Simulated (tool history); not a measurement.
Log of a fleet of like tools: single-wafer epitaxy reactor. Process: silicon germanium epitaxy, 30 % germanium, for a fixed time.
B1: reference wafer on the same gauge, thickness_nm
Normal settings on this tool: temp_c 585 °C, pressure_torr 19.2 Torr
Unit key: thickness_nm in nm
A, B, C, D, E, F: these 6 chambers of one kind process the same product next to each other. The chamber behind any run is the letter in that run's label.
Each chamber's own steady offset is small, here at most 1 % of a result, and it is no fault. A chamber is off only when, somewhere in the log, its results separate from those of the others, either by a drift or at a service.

run 1E hour=13.9 | temp_c=585 pressure_torr=19.2 | B1=50.208 | thickness_nm=44.066
run 2C hour=24.8 | temp_c=585 pressure_torr=19.2 | B1=50.247 | thickness_nm=44.005
run 3D hour=32.7 | temp_c=585 pressure_torr=19.2 | B1=50.181 | thickness_nm=43.744
-- hour=35.8 chamber F: pyrometer calibrated
run 4F hour=46.7 | temp_c=585 pressure_torr=19.2 | B1=50.220 | thickness_nm=43.927
run 5B hour=54.8 | temp_c=585 pressure_torr=19.2 | B1=50.159 | thickness_nm=43.960
run 6A hour=63.7 | temp_c=585 pressure_torr=19.2 | B1=50.228 | thickness_nm=43.464
run 7A hour=76.3 | temp_c=585 pressure_torr=19.2 | B1=50.212 | thickness_nm=43.385
run 8D hour=89.7 | temp_c=585 pressure_torr=19.2 | B1=50.158 | thickness_nm=44.260
run 9B hour=105.8 | temp_c=596 pressure_torr=19.2 | B1=50.204 | thickness_nm=54.359
run 10F hour=119.2 | temp_c=596 pressure_torr=19.2 | B1=50.264 | thickness_nm=53.457
run 11E hour=128.4 | temp_c=596 pressure_torr=19.2 | B1=50.194 | thickness_nm=53.658
run 12C hour=136.6 | temp_c=596 pressure_torr=19.2 | B1=50.196 | thickness_nm=54.276
run 13D hour=150.4 | temp_c=596 pressure_torr=19.2 | B1=50.221 | thickness_nm=54.148
run 14F hour=158.8 | temp_c=596 pressure_torr=19.2 | B1=50.229 | thickness_nm=53.480
run 15E hour=173.1 | temp_c=585 pressure_torr=19.2 | B1=50.199 | thickness_nm=43.710
run 16B hour=184.3 | temp_c=585 pressure_torr=19.2 | B1=50.225 | thickness_nm=44.057
run 17C hour=191.8 | temp_c=598 pressure_torr=19.2 | B1=50.206 | thickness_nm=55.971
run 18A hour=199.5 | temp_c=598 pressure_torr=19.2 | B1=50.232 | thickness_nm=55.671
run 19A hour=213.1 | temp_c=598 pressure_torr=19.2 | B1=50.229 | thickness_nm=55.982
run 20D hour=228.6 | temp_c=598 pressure_torr=19.2 | B1=50.219 | thickness_nm=55.747
run 21F hour=239.6 | temp_c=598 pressure_torr=19.2 | B1=50.197 | thickness_nm=55.628
run 22E hour=250.2 | temp_c=598 pressure_torr=19.2 | B1=50.230 | thickness_nm=55.694
run 23B hour=260.5 | temp_c=585 pressure_torr=19.2 | B1=50.211 | thickness_nm=43.819
run 24C hour=269.4 | temp_c=585 pressure_torr=19.2 | B1=50.231 | thickness_nm=44.015
run 25B hour=280.0 | temp_c=585 pressure_torr=19.2 | B1=50.215 | thickness_nm=43.827
run 26C hour=289.8 | temp_c=585 pressure_torr=19.2 | B1=50.215 | thickness_nm=43.998
run 27A hour=305.4 | temp_c=585 pressure_torr=19.2 | B1=50.194 | thickness_nm=43.645
-- hour=306.7 chamber E: pyrometer calibrated
run 28F hour=318.9 | temp_c=585 pressure_torr=19.2 | B1=50.201 | thickness_nm=43.446
run 29D hour=330.8 | temp_c=571 pressure_torr=21.0 | B1=50.165 | thickness_nm=34.621
run 30E hour=339.2 | temp_c=571 pressure_torr=21.0 | B1=50.194 | thickness_nm=34.873
run 31D hour=355.5 | temp_c=571 pressure_torr=21.0 | B1=50.213 | thickness_nm=34.569
-- hour=362.6 chamber B: capacitance manometer re-zeroed and calibrated
run 32A hour=367.4 | temp_c=571 pressure_torr=21.0 | B1=50.188 | thickness_nm=34.204
run 33F hour=378.9 | temp_c=571 pressure_torr=21.0 | B1=50.169 | thickness_nm=34.279
run 34E hour=393.5 | temp_c=571 pressure_torr=21.0 | B1=50.202 | thickness_nm=35.136
run 35B hour=404.9 | temp_c=585 pressure_torr=19.2 | B1=50.162 | thickness_nm=43.929
run 36C hour=421.3 | temp_c=585 pressure_torr=19.2 | B1=50.187 | thickness_nm=43.541
run 37C hour=433.3 | temp_c=585 pressure_torr=19.2 | B1=50.255 | thickness_nm=43.952
run 38E hour=448.2 | temp_c=585 pressure_torr=19.2 | B1=50.253 | thickness_nm=43.990
run 39D hour=459.1 | temp_c=585 pressure_torr=19.2 | B1=50.217 | thickness_nm=43.762
run 40F hour=472.9 | temp_c=585 pressure_torr=19.2 | B1=50.164 | thickness_nm=43.260

Is one chamber out of step, is the gauge drifting, or do the chambers differ by no more than their own small offsets? For an off chamber, give its letter and the likeliest cause.

All chambers stay in line apart from their small fixed offsets, and the gauge does not drift.

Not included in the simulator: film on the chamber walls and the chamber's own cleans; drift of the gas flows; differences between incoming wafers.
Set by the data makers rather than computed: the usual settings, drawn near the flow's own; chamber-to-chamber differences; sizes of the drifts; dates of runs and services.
